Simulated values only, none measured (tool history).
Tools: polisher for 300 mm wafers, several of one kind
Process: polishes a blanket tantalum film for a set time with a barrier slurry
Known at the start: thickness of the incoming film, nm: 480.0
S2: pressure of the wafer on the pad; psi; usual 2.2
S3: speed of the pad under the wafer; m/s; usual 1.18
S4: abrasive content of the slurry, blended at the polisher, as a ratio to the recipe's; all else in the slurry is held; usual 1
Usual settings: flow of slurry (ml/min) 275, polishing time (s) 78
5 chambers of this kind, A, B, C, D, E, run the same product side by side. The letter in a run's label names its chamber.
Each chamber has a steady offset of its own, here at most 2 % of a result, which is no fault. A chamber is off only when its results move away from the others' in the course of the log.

{"run": "1E", "hour": 6.2, "flow of slurry (ml/min)": 275, "S2": 2.2, "S3": 1.18, "S4": 1, "polishing time (s)": 78, "film removed (Å)": 1452.8}
{"run": "2C", "hour": 9.2, "flow of slurry (ml/min)": 275, "S2": 2.2, "S3": 1.18, "S4": 1, "polishing time (s)": 78, "film removed (Å)": 1426.1}
{"run": "3B", "hour": 13.7, "flow of slurry (ml/min)": 275, "S2": 2.2, "S3": 1.18, "S4": 1, "polishing time (s)": 78, "film removed (Å)": 1392.7}
{"run": "4D", "hour": 17.0, "flow of slurry (ml/min)": 275, "S2": 2.2, "S3": 1.18, "S4": 1, "polishing time (s)": 78, "film removed (Å)": 1430.8}
{"hour": 19.1, "done": "chamber B: worn pad replaced by a new one"}
{"run": "5A", "hour": 23.5, "flow of slurry (ml/min)": 275, "S2": 2.2, "S3": 1.18, "S4": 1, "polishing time (s)": 78, "film removed (Å)": 1427.5}
{"run": "6E", "hour": 29.1, "flow of slurry (ml/min)": 275, "S2": 2.2, "S3": 1.18, "S4": 1, "polishing time (s)": 78, "film removed (Å)": 1448.5}
{"run": "7B", "hour": 35.0, "flow of slurry (ml/min)": 275, "S2": 2.2, "S3": 1.18, "S4": 1, "polishing time (s)": 78, "film removed (Å)": 1419.2}
{"hour": 36.8, "done": "chamber A: slurry nozzle cleaned"}
{"hour": 38.1, "done": "chamber C: slurry blender recalibrated"}
{"run": "8A", "hour": 41.5, "flow of slurry (ml/min)": 275, "S2": 2.2, "S3": 1.18, "S4": 1, "polishing time (s)": 78, "film removed (Å)": 1413.4}
{"hour": 47.8, "done": "chamber A: head pressure recalibrated"}
{"run": "9D", "hour": 47.8, "flow of slurry (ml/min)": 275, "S2": 2.2, "S3": 1.18, "S4": 1, "polishing time (s)": 78, "film removed (Å)": 1429.8}
{"run": "10C", "hour": 53.3, "flow of slurry (ml/min)": 275, "S2": 2.2, "S3": 1.18, "S4": 1, "polishing time (s)": 78, "film removed (Å)": 1425.3}
{"hour": 55.9, "done": "chamber E: worn pad replaced by a new one"}
{"run": "11A", "hour": 58.9, "flow of slurry (ml/min)": 275, "S2": 2.2, "S3": 1.18, "S4": 1, "polishing time (s)": 78, "film removed (Å)": 1406.8}
{"run": "12E", "hour": 65.0, "flow of slurry (ml/min)": 275, "S2": 2.2, "S3": 0.8, "S4": 1, "polishing time (s)": 78, "film removed (Å)": 960.37}
{"run": "13C", "hour": 70.1, "flow of slurry (ml/min)": 275, "S2": 2.2, "S3": 0.8, "S4": 1, "polishing time (s)": 78, "film removed (Å)": 972.18}
{"run": "14D", "hour": 74.6, "flow of slurry (ml/min)": 275, "S2": 2.2, "S3": 0.8, "S4": 1, "polishing time (s)": 78, "film removed (Å)": 974.01}
{"run": "15B", "hour": 79.5, "flow of slurry (ml/min)": 275, "S2": 2.2, "S3": 0.8, "S4": 1, "polishing time (s)": 78, "film removed (Å)": 960.63}
{"hour": 80.3, "done": "chamber D: worn pad replaced by a new one"}
{"run": "16C", "hour": 85.8, "flow of slurry (ml/min)": 275, "S2": 2.2, "S3": 0.8, "S4": 1, "polishing time (s)": 78, "film removed (Å)": 968.62}
{"run": "17E", "hour": 89.1, "flow of slurry (ml/min)": 210, "S2": 2.2, "S3": 1.58, "S4": 1, "polishing time (s)": 78, "film removed (Å)": 1842.9}
{"run": "18A", "hour": 94.9, "flow of slurry (ml/min)": 210, "S2": 2.2, "S3": 1.58, "S4": 1, "polishing time (s)": 78, "film removed (Å)": 1803.3}
{"run": "19B", "hour": 101.1, "flow of slurry (ml/min)": 210, "S2": 2.2, "S3": 1.58, "S4": 1, "polishing time (s)": 78, "film removed (Å)": 1828}
{"run": "20D", "hour": 105.4, "flow of slurry (ml/min)": 210, "S2": 2.2, "S3": 1.58, "S4": 1, "polishing time (s)": 78, "film removed (Å)": 1880.7}
{"run": "21C", "hour": 108.7, "flow of slurry (ml/min)": 210, "S2": 2.2, "S3": 1.58, "S4": 1, "polishing time (s)": 78, "film removed (Å)": 1845.2}
{"run": "22D", "hour": 113.0, "flow of slurry (ml/min)": 275, "S2": 2.2, "S3": 1.18, "S4": 1, "polishing time (s)": 78, "film removed (Å)": 1432.1}
{"run": "23B", "hour": 117.5, "flow of slurry (ml/min)": 275, "S2": 1.4, "S3": 1.18, "S4": 1, "polishing time (s)": 78, "film removed (Å)": 888.33}
{"run": "24A", "hour": 124.0, "flow of slurry (ml/min)": 275, "S2": 1.4, "S3": 1.18, "S4": 1, "polishing time (s)": 78, "film removed (Å)": 870.51}
{"run": "25E", "hour": 128.1, "flow of slurry (ml/min)": 275, "S2": 1.4, "S3": 1.18, "S4": 1, "polishing time (s)": 78, "film removed (Å)": 906.71}
{"run": "26B", "hour": 131.3, "flow of slurry (ml/min)": 275, "S2": 1.4, "S3": 1.18, "S4": 1, "polishing time (s)": 78, "film removed (Å)": 890.03}
{"hour": 135.5, "done": "chamber C: worn pad replaced by a new one"}
{"run": "27E", "hour": 137.5, "flow of slurry (ml/min)": 275, "S2": 1.4, "S3": 1.18, "S4": 1, "polishing time (s)": 78, "film removed (Å)": 931.08}
{"run": "28A", "hour": 141.7, "flow of slurry (ml/min)": 275, "S2": 2.2, "S3": 1.18, "S4": 1, "polishing time (s)": 78, "film removed (Å)": 1364.7}
{"run": "29D", "hour": 147.3, "flow of slurry (ml/min)": 275, "S2": 2.2, "S3": 1.18, "S4": 1, "polishing time (s)": 78, "film removed (Å)": 1428.8}
{"hour": 152.3, "done": "chamber D: slurry blender recalibrated"}
{"run": "30C", "hour": 152.4, "flow of slurry (ml/min)": 275, "S2": 2.2, "S3": 1.18, "S4": 1, "polishing time (s)": 78, "film removed (Å)": 1454.2}
{"run": "31E", "hour": 157.4, "flow of slurry (ml/min)": 275, "S2": 2.2, "S3": 1.18, "S4": 1, "polishing time (s)": 78, "film removed (Å)": 1440.6}
{"hour": 161.9, "done": "chamber E: worn pad replaced by a new one"}
{"run": "32A", "hour": 163.8, "flow of slurry (ml/min)": 275, "S2": 1.7, "S3": 1.18, "S4": 0.75, "polishing time (s)": 78, "film removed (Å)": 955.27}
{"hour": 164.0, "done": "chamber E: slurry blender recalibrated"}
{"run": "33C", "hour": 168.8, "flow of slurry (ml/min)": 275, "S2": 1.7, "S3": 1.18, "S4": 0.75, "polishing time (s)": 78, "film removed (Å)": 1027.2}
{"run": "34B", "hour": 173.0, "flow of slurry (ml/min)": 275, "S2": 1.7, "S3": 1.18, "S4": 0.75, "polishing time (s)": 78, "film removed (Å)": 970.55}
{"run": "35D", "hour": 175.8, "flow of slurry (ml/min)": 275, "S2": 1.7, "S3": 1.18, "S4": 0.75, "polishing time (s)": 78, "film removed (Å)": 1004.3}
{"run": "36C", "hour": 182.3, "flow of slurry (ml/min)": 275, "S2": 1.7, "S3": 1.18, "S4": 0.75, "polishing time (s)": 78, "film removed (Å)": 1001.3}
{"run": "37E", "hour": 188.6, "flow of slurry (ml/min)": 275, "S2": 2.2, "S3": 1.18, "S4": 1, "polishing time (s)": 78, "film removed (Å)": 1443}
{"run": "38B", "hour": 194.4, "flow of slurry (ml/min)": 275, "S2": 2.2, "S3": 1.18, "S4": 1, "polishing time (s)": 78, "film removed (Å)": 1388.9}
{"run": "39D", "hour": 199.6, "flow of slurry (ml/min)": 340, "S2": 2.2, "S3": 1.18, "S4": 1, "polishing time (s)": 78, "film removed (Å)": 1467.7}
{"run": "40A", "hour": 205.4, "flow of slurry (ml/min)": 340, "S2": 2.2, "S3": 1.18, "S4": 1, "polishing time (s)": 78, "film removed (Å)": 1359.1}
{"run": "41E", "hour": 210.9, "flow of slurry (ml/min)": 340, "S2": 2.2, "S3": 1.18, "S4": 1, "polishing time (s)": 78, "film removed (Å)": 1463.9}

What goes on in this fleet: one chamber off, a drifting gauge, or nothing beyond the chambers' own small offsets? Name the chamber and the cause, if any.

Chamber A drifts away from the others.
Cause: removal rate lost through wear of the pad, % = 8.09.
The log may not tell that from: abrasive missing from the slurry, %.

Here are 4 candidates for chamber A's next run, each the usual settings with a change, their results left as question marks. Which one brings its results back in line with what the others give on the usual settings?
In line means no further than this from the other chambers' mean on the usual settings: film removed (Å) 48
{"run": "42A-1", "hour": 215.6, "flow of slurry (ml/min)": 275, "S2": 2.2, "S3": 1.18, "S4": 1, "polishing time (s)": 79, "film removed (Å)": "?"}
{"run": "42A-2", "hour": 215.6, "flow of slurry (ml/min)": 275, "S2": 2.2, "S3": 1.08, "S4": 1, "polishing time (s)": 78, "film removed (Å)": "?"}
{"run": "42A-3", "hour": 215.6, "flow of slurry (ml/min)": 275, "S2": 2.2, "S3": 1.28, "S4": 1, "polishing time (s)": 78, "film removed (Å)": "?"}
{"run": "42A-4", "hour": 215.6, "flow of slurry (ml/min)": 265, "S2": 2.2, "S3": 1.18, "S4": 0.95, "polishing time (s)": 78, "film removed (Å)": "?"}

The other chambers' mean on the usual settings: film removed (Å) 1425.1
run=42A-1 film_removed_(Å)=1331.5
run=42A-2 film_removed_(Å)=1202.3
run=42A-3 film_removed_(Å)=1427.1
run=42A-4 film_removed_(Å)=1290.2
42A-3 brings the chamber back in line.
